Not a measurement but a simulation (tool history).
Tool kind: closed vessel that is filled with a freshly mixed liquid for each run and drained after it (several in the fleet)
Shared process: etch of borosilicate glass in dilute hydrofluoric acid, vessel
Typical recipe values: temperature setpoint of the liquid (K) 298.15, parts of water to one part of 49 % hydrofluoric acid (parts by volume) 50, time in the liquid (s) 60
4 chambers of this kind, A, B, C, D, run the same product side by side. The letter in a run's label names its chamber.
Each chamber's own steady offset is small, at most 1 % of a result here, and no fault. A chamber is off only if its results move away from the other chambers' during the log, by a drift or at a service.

| run | day | temperature setpoint of the liquid (K) | parts of water to one part of 49 % hydrofluoric acid (parts by volume) | time in the liquid (s) | hours since the thermometer was replaced | hours since the hydrofluoric acid flow meter was replaced | read-back film thickness of the borosilicate glass reference wafer, read on the same gauge (nm) | thickness taken off the borosilicate glass on a monitor wafer (nm) |
|---|---|---|---|---|---|---|---|---|
| 1D | 0.338 | 298.15 | 50 | 60 | 255.3 | 427.5 | 110.01 | 49.417 |
| 2C | 0.933 | 298.15 | 50 | 60 | 3141 | 1118 | 109.95 | 48.765 |
| 3A | 1.3 | 298.15 | 50 | 60 | 1242.1 | 344.6 | 109.98 | 49.687 |
| 4B | 1.833 | 298.15 | 50 | 60 | 865.8 | 278 | 110.01 | 48.914 |
| 5A | 2.433 | 302.15 | 50 | 60 | 1269.3 | 371.8 | 110.03 | 58.344 |
| 6B | 2.729 | 302.15 | 50 | 60 | 887.3 | 299.5 | 109.98 | 58.223 |
| 7C | 3.096 | 302.15 | 50 | 60 | 3192.9 | 1169.9 | 110.01 | 57.776 |
| 8D | 3.521 | 302.15 | 50 | 60 | 331.7 | 503.9 | 110.02 | 58.459 |
| 9D | 4.017 | 298.15 | 50 | 60 | 343.6 | 515.8 | 110.01 | 50.374 |
| 10A | 4.308 | 298.15 | 50 | 60 | 1314.3 | 416.8 | 110.04 | 48.681 |
| 11B | 4.825 | 298.15 | 50 | 60 | 937.6 | 349.8 | 110.01 | 48.661 |
| 12C | 5.221 | 295.65 | 50 | 60 | 3243.9 | 1220.9 | 109.99 | 43.396 |
| 13C | 5.829 | 295.65 | 50 | 60 | 3258.5 | 1235.5 | 109.98 | 43.332 |
|  | 5.879 | chamber A: hydrofluoric acid flow meter replaced |
|  | 6.058 | chamber C: thermometer replaced |
| 14D | 6.296 | 295.65 | 50 | 60 | 398.3 | 570.5 | 110.01 | 44.877 |
| 15B | 6.896 | 295.65 | 50 | 60 | 987.3 | 399.5 | 109.97 | 44.335 |
| 16A | 7.512 | 293.65 | 50 | 60 | 1391.2 | 39.3 | 109.99 | 40.943 |
| 17A | 7.996 | 293.65 | 50 | 60 | 1402.8 | 50.9 | 110.03 | 40.607 |
| 18D | 8.533 | 293.65 | 50 | 60 | 452 | 624.2 | 110.01 | 40.339 |
| 19B | 8.996 | 293.65 | 50 | 60 | 1037.7 | 449.9 | 109.99 | 40.859 |
| 20C | 9.5 | 298.15 | 50 | 60 | 82.6 | 1323.6 | 109.99 | 48.402 |
| 21A | 10.121 | 298.15 | 50 | 35 | 1453.8 | 101.9 | 110.04 | 28.755 |
| 22C | 10.425 | 298.15 | 50 | 35 | 104.8 | 1345.8 | 109.94 | 28.724 |
| 23B | 10.846 | 298.15 | 50 | 35 | 1082.1 | 494.3 | 110 | 28.851 |
| 24D | 11.183 | 298.15 | 50 | 35 | 515.6 | 687.8 | 109.97 | 28.272 |
| 25B | 11.642 | 300.15 | 50 | 75 | 1101.2 | 513.4 | 109.98 | 66.219 |
| 26D | 11.921 | 300.15 | 50 | 75 | 533.3 | 705.5 | 109.93 | 65.151 |
| 27A | 12.4 | 300.15 | 50 | 75 | 1508.5 | 156.6 | 109.99 | 66.995 |
| 28C | 12.796 | 300.15 | 50 | 75 | 161.7 | 1402.7 | 109.99 | 66.413 |
| 29B | 13.079 | 298.15 | 50 | 60 | 1135.7 | 547.9 | 110.01 | 48.974 |
| 30C | 13.508 | 294.15 | 65 | 60 | 178.8 | 1419.8 | 110.04 | 31.329 |
| 31A | 13.971 | 294.15 | 65 | 60 | 1546.2 | 194.3 | 109.97 | 31.996 |
| 32D | 14.467 | 294.15 | 65 | 60 | 594.4 | 766.6 | 109.99 | 29.921 |
| 33D | 14.762 | 294.15 | 65 | 60 | 601.5 | 773.7 | 110 | 30.147 |
| 34C | 15.283 | 298.15 | 50 | 60 | 221.4 | 1462.4 | 110.02 | 49.049 |
| 35B | 15.862 | 298.15 | 50 | 60 | 1202.5 | 614.7 | 109.97 | 49.247 |
| 36A | 16.412 | 298.15 | 50 | 60 | 1604.8 | 252.9 | 110.02 | 49.259 |
| 37A | 16.867 | 298.15 | 50 | 60 | 1615.7 | 263.8 | 109.93 | 49.793 |
| 38B | 17.383 | 298.15 | 50 | 60 | 1239 | 651.2 | 110 | 48.806 |
| 39C | 17.738 | 298.15 | 50 | 60 | 280.3 | 1521.3 | 110.02 | 48.402 |

What goes on in this fleet: one chamber off, a drifting gauge, or nothing beyond the chambers' own small offsets? Name the chamber and the cause, if any.

Little by little, chamber D moves away from the other chambers.
Likeliest cause: liquid colder than its thermometer reads (K) = 1.69.
Not necessarily distinguishable in this log from: hydrofluoric acid flow below the setpoint (%).

Here are 4 candidates for chamber D's next run, each the usual settings with a change, their results left as question marks. Which one brings its results back in line with what the others give on the usual settings?
In line here means within this much of the mean the other chambers give on the usual settings: thickness taken off the borosilicate glass on a monitor wafer (nm) 1.5
| 40D-1 | 18.204 | 296.65 | 50 | 60 |  |  |  | ? |
| 40D-2 | 18.204 | 295.15 | 50 | 60 |  |  |  | ? |
| 40D-3 | 18.204 | 298.15 | 45 | 60 |  |  |  | ? |
| 40D-4 | 18.204 | 299.65 | 50 | 60 |  |  |  | ? |

The other chambers' mean on the usual settings: thickness taken off the borosilicate glass on a monitor wafer (nm) 49.058
| run | thickness taken off the borosilicate glass on a monitor wafer (nm) |
|---|---|
| 40D-1 | 43.694 |
| 40D-2 | 41.072 |
| 40D-3 | 52.057 |
| 40D-4 | 49.387 |
It is 40D-4 that realigns the chamber with its peers.

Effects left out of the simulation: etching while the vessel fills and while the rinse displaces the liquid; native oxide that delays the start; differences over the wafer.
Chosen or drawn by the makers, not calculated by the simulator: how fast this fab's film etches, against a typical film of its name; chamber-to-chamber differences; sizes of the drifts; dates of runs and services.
